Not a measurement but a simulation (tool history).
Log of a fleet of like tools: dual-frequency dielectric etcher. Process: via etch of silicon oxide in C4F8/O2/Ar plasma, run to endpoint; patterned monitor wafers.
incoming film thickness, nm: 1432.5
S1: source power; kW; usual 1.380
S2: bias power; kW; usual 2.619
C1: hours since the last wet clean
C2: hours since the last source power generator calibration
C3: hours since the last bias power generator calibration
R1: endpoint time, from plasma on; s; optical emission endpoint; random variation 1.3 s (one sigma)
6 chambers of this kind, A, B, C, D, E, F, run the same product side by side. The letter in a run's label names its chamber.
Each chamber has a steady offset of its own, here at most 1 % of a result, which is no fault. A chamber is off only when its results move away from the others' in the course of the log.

Run 1F, hour 13.1: usual settings; C1 507.0; C2 1227.9; C3 366.1. Result: R1 301.92 s.
Run 2A, hour 20.4: usual settings; C1 449.9; C2 1628.3; C3 1394.9. Result: R1 302.89 s.
Run 3C, hour 34.0: usual settings; C1 195.0; C2 1017.2; C3 2450.0. Result: R1 301.53 s.
Run 4B, hour 41.3: usual settings; C1 180.9; C2 159.6; C3 741.7. Result: R1 302.52 s.
Run 5D, hour 47.4: usual settings; C1 340.2; C2 2704.7; C3 334.2. Result: R1 304.09 s.
Run 6E, hour 53.8: usual settings; C1 181.8; C2 644.9; C3 1097.0. Result: R1 305.76 s.
Run 7D, hour 66.5: usual settings; C1 359.3; C2 2723.8; C3 353.3. Result: R1 304.11 s.
At hour 69.2: chamber F: wet clean of the chamber.
Run 8B, hour 80.0: usual settings; C1 219.6; C2 198.3; C3 780.4. Result: R1 301.58 s.
At hour 87.6: chamber C: bias power generator calibrated.
Run 9F, hour 88.5: usual settings; C1 19.4; C2 1303.3; C3 441.5. Result: R1 302.28 s.
At hour 99.2: chamber A: wet clean of the chamber.
Run 10C, hour 101.8: usual settings; C1 262.8; C2 1085.0; C3 14.2. Result: R1 303.34 s.
Run 11A, hour 109.1: usual settings but S1 1.280 kW; C1 10.0; C2 1717.0; C3 1483.6. Result: R1 311.25 s.
Run 12E, hour 120.7: usual settings but S1 1.280 kW; C1 248.7; C2 711.8; C3 1163.9. Result: R1 312.64 s.
Run 13F, hour 128.6: usual settings but S1 1.280 kW; C1 59.5; C2 1343.4; C3 481.6. Result: R1 310.53 s.
Run 14B, hour 141.4: usual settings but S1 1.280 kW; C1 281.0; C2 259.7; C3 841.8. Result: R1 308.68 s.
Run 15E, hour 150.6: usual settings but S1 1.280 kW; C1 278.6; C2 741.7; C3 1193.8. Result: R1 313.72 s.
Run 16C, hour 163.8: usual settings but S1 1.280 kW; C1 324.8; C2 1147.0; C3 76.2. Result: R1 308.48 s.
Run 17D, hour 177.0: usual settings; C1 469.8; C2 2834.3; C3 463.8. Result: R1 304.54 s.
Run 18A, hour 187.3: usual settings but S1 1.620 kW, S2 2.211 kW; C1 88.2; C2 1795.2; C3 1561.8. Result: R1 299.53 s.
Run 19C, hour 196.6: usual settings but S1 1.620 kW, S2 2.211 kW; C1 357.6; C2 1179.8; C3 109.0. Result: R1 299.29 s.
Run 20D, hour 203.9: usual settings but S1 1.620 kW, S2 2.211 kW; C1 496.7; C2 2861.2; C3 490.7. Result: R1 302.71 s.
Run 21A, hour 213.2: usual settings but S1 1.620 kW, S2 2.211 kW; C1 114.1; C2 1821.1; C3 1587.7. Result: R1 301.47 s.
Run 22B, hour 224.1: usual settings but S1 1.620 kW, S2 2.211 kW; C1 363.7; C2 342.4; C3 924.5. Result: R1 293.90 s.
At hour 231.5: chamber D: source power generator calibrated.
At hour 235.7: chamber D: wet clean of the chamber.
Run 23E, hour 237.4: usual settings but S1 1.620 kW, S2 2.211 kW; C1 365.4; C2 828.5; C3 1280.6. Result: R1 301.53 s.
Run 24F, hour 246.6: usual settings; C1 177.5; C2 1461.4; C3 599.6. Result: R1 302.56 s.
Run 25E, hour 257.7: usual settings; C1 385.7; C2 848.8; C3 1300.9. Result: R1 304.09 s.
Run 26C, hour 271.1: usual settings; C1 432.1; C2 1254.3; C3 183.5. Result: R1 303.29 s.
Run 27B, hour 279.2: usual settings; C1 418.8; C2 397.5; C3 979.6. Result: R1 295.33 s.
Run 28D, hour 286.4: usual settings; C1 50.7; C2 54.9; C3 573.2. Result: R1 303.56 s.
At hour 286.6: chamber E: wet clean of the chamber.
Run 29A, hour 293.7: usual settings but S2 2.091 kW; C1 194.6; C2 1901.6; C3 1668.2. Result: R1 324.45 s.
Run 30F, hour 303.6: usual settings but S2 2.091 kW; C1 234.5; C2 1518.4; C3 656.6. Result: R1 323.28 s.
At hour 306.7: chamber C: wet clean of the chamber.
Run 31B, hour 310.5: usual settings but S2 2.091 kW; C1 450.1; C2 428.8; C3 1010.9. Result: R1 311.56 s.
Run 32F, hour 321.0: usual settings but S2 2.091 kW; C1 251.9; C2 1535.8; C3 674.0. Result: R1 322.36 s.
Run 33A, hour 332.2: usual settings but S2 2.091 kW; C1 233.1; C2 1940.1; C3 1706.7. Result: R1 324.45 s.
Run 34C, hour 342.1: usual settings but S2 2.091 kW; C1 35.5; C2 1325.3; C3 254.5. Result: R1 319.68 s.
Run 35D, hour 350.7: usual settings; C1 115.0; C2 119.2; C3 637.5. Result: R1 303.31 s.
Run 36E, hour 360.1: usual settings; C1 73.5; C2 951.2; C3 1403.3. Result: R1 303.21 s.
Run 37D, hour 367.5: usual settings but S2 2.074 kW; C1 131.8; C2 136.0; C3 654.3. Result: R1 326.42 s.
Run 38C, hour 376.8: usual settings but S2 2.074 kW; C1 70.2; C2 1360.0; C3 289.2. Result: R1 323.92 s.
Run 39E, hour 388.2: usual settings but S2 2.074 kW; C1 101.6; C2 979.3; C3 1431.4. Result: R1 324.90 s.
Run 40B, hour 402.1: usual settings but S2 2.074 kW; C1 541.7; C2 520.4; C3 1102.5. Result: R1 310.55 s.
Run 41A, hour 409.2: usual settings but S2 2.074 kW; C1 310.1; C2 2017.1; C3 1783.7. Result: R1 326.38 s.
Run 42F, hour 417.4: usual settings but S2 2.074 kW; C1 348.3; C2 1632.2; C3 770.4. Result: R1 323.31 s.
Run 43B, hour 425.6: usual settings; C1 565.2; C2 543.9; C3 1126.0. Result: R1 288.94 s.

Next, every chamber runs the same settings. What will each give?
Run 44A, hour 435.6: usual settings but S1 1.660 kW. Result: R1 ?.
Run 44B, hour 435.6: usual settings but S1 1.660 kW. Result: R1 ?.
Run 44C, hour 435.6: usual settings but S1 1.660 kW. Result: R1 ?.
Run 44D, hour 435.6: usual settings but S1 1.660 kW. Result: R1 ?.
Run 44E, hour 435.6: usual settings but S1 1.660 kW. Result: R1 ?.
Run 44F, hour 435.6: usual settings but S1 1.660 kW. Result: R1 ?.

run      R1
44A  282.64
44B  267.72
44C  279.79
44D  280.46
44E  282.59
44F  280.54
